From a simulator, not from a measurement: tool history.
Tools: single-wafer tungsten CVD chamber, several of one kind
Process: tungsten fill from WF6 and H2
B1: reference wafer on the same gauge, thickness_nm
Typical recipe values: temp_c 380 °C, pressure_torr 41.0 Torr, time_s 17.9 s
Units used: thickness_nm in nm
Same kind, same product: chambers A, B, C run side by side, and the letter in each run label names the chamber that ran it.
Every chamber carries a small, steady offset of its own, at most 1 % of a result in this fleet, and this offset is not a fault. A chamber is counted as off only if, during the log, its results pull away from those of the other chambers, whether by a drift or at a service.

run 1C hour=6.7 | temp_c=380 pressure_torr=41.0 time_s=17.9 | B1=48.117 | thickness_nm=40.463
run 2A hour=14.1 | temp_c=380 pressure_torr=41.0 time_s=17.9 | B1=48.087 | thickness_nm=40.754
run 3B hour=20.7 | temp_c=380 pressure_torr=41.0 time_s=17.9 | B1=48.104 | thickness_nm=41.009
run 4B hour=28.3 | temp_c=380 pressure_torr=41.0 time_s=17.9 | B1=48.071 | thickness_nm=40.891
run 5A hour=31.7 | temp_c=380 pressure_torr=47.9 time_s=16.2 | B1=48.091 | thickness_nm=39.773
run 6C hour=37.1 | temp_c=380 pressure_torr=47.9 time_s=16.2 | B1=48.066 | thickness_nm=39.298
run 7B hour=41.2 | temp_c=380 pressure_torr=47.9 time_s=16.2 | B1=48.147 | thickness_nm=39.517
run 8C hour=47.5 | temp_c=380 pressure_torr=41.0 time_s=17.9 | B1=48.091 | thickness_nm=40.324
run 9A hour=52.0 | temp_c=380 pressure_torr=41.0 time_s=17.9 | B1=48.062 | thickness_nm=41.043
run 10B hour=57.6 | temp_c=380 pressure_torr=41.0 time_s=17.9 | B1=48.108 | thickness_nm=40.696
run 11C hour=62.6 | temp_c=380 pressure_torr=41.0 time_s=20.3 | B1=48.146 | thickness_nm=45.784
run 12A hour=68.7 | temp_c=380 pressure_torr=41.0 time_s=20.3 | B1=48.125 | thickness_nm=46.254
run 13C hour=73.3 | temp_c=380 pressure_torr=41.0 time_s=20.3 | B1=48.113 | thickness_nm=45.801
run 14B hour=78.9 | temp_c=380 pressure_torr=41.0 time_s=17.9 | B1=48.135 | thickness_nm=40.724
run 15A hour=84.0 | temp_c=380 pressure_torr=41.0 time_s=17.9 | B1=48.107 | thickness_nm=41.227
run 16A hour=91.5 | temp_c=380 pressure_torr=41.0 time_s=17.9 | B1=48.123 | thickness_nm=41.300
run 17C hour=98.0 | temp_c=380 pressure_torr=41.0 time_s=17.9 | B1=48.117 | thickness_nm=40.273
run 18B hour=104.9 | temp_c=374 pressure_torr=32.2 time_s=17.9 | B1=48.061 | thickness_nm=32.127
run 19A hour=109.4 | temp_c=374 pressure_torr=32.2 time_s=17.9 | B1=48.073 | thickness_nm=32.774
run 20C hour=116.1 | temp_c=374 pressure_torr=32.2 time_s=17.9 | B1=48.069 | thickness_nm=31.966
run 21B hour=120.4 | temp_c=380 pressure_torr=41.0 time_s=17.9 | B1=48.116 | thickness_nm=40.902
run 22C hour=124.0 | temp_c=380 pressure_torr=41.0 time_s=17.9 | B1=48.075 | thickness_nm=40.538
run 23B hour=130.9 | temp_c=380 pressure_torr=41.0 time_s=17.9 | B1=48.098 | thickness_nm=40.973
run 24A hour=135.3 | temp_c=380 pressure_torr=41.0 time_s=17.9 | B1=48.091 | thickness_nm=41.737

Has any chamber moved away from the others, gradually or after a service, or does the common gauge drift, or do the chambers differ only by their own small steady offsets? State the chamber and the most likely cause if one applies.

One chamber, A, drifts off from the rest bit by bit.
Likeliest cause: wafer temperature above the value expected at the setpoint (K) = 1.2.
Not necessarily distinguishable in this log from: true pressure above the setpoint (%).

Which of the 4 candidates below, each the usual settings with something changed and its results left as question marks, puts chamber A back in line with what the other chambers give on the usual settings?
Counts as in line when no further than this from what the other chambers average on the usual settings: thickness_nm 0.590 nm
run 25A-1 hour=140.9 | temp_c=380 pressure_torr=41.0 time_s=17.3 | thickness_nm=?
run 25A-2 hour=140.9 | temp_c=380 pressure_torr=41.0 time_s=17.8 | thickness_nm=?
run 25A-3 hour=140.9 | temp_c=380 pressure_torr=41.1 time_s=18.0 | thickness_nm=?
run 25A-4 hour=140.9 | temp_c=381 pressure_torr=41.0 time_s=18.1 | thickness_nm=?

Other chambers, usual settings, mean: thickness_nm 40.594 nm
run=25A-1 thickness_nm=40.529
run=25A-2 thickness_nm=41.706
run=25A-3 thickness_nm=42.224
run=25A-4 thickness_nm=43.283
25A-1 puts the chamber back in line with the other chambers.
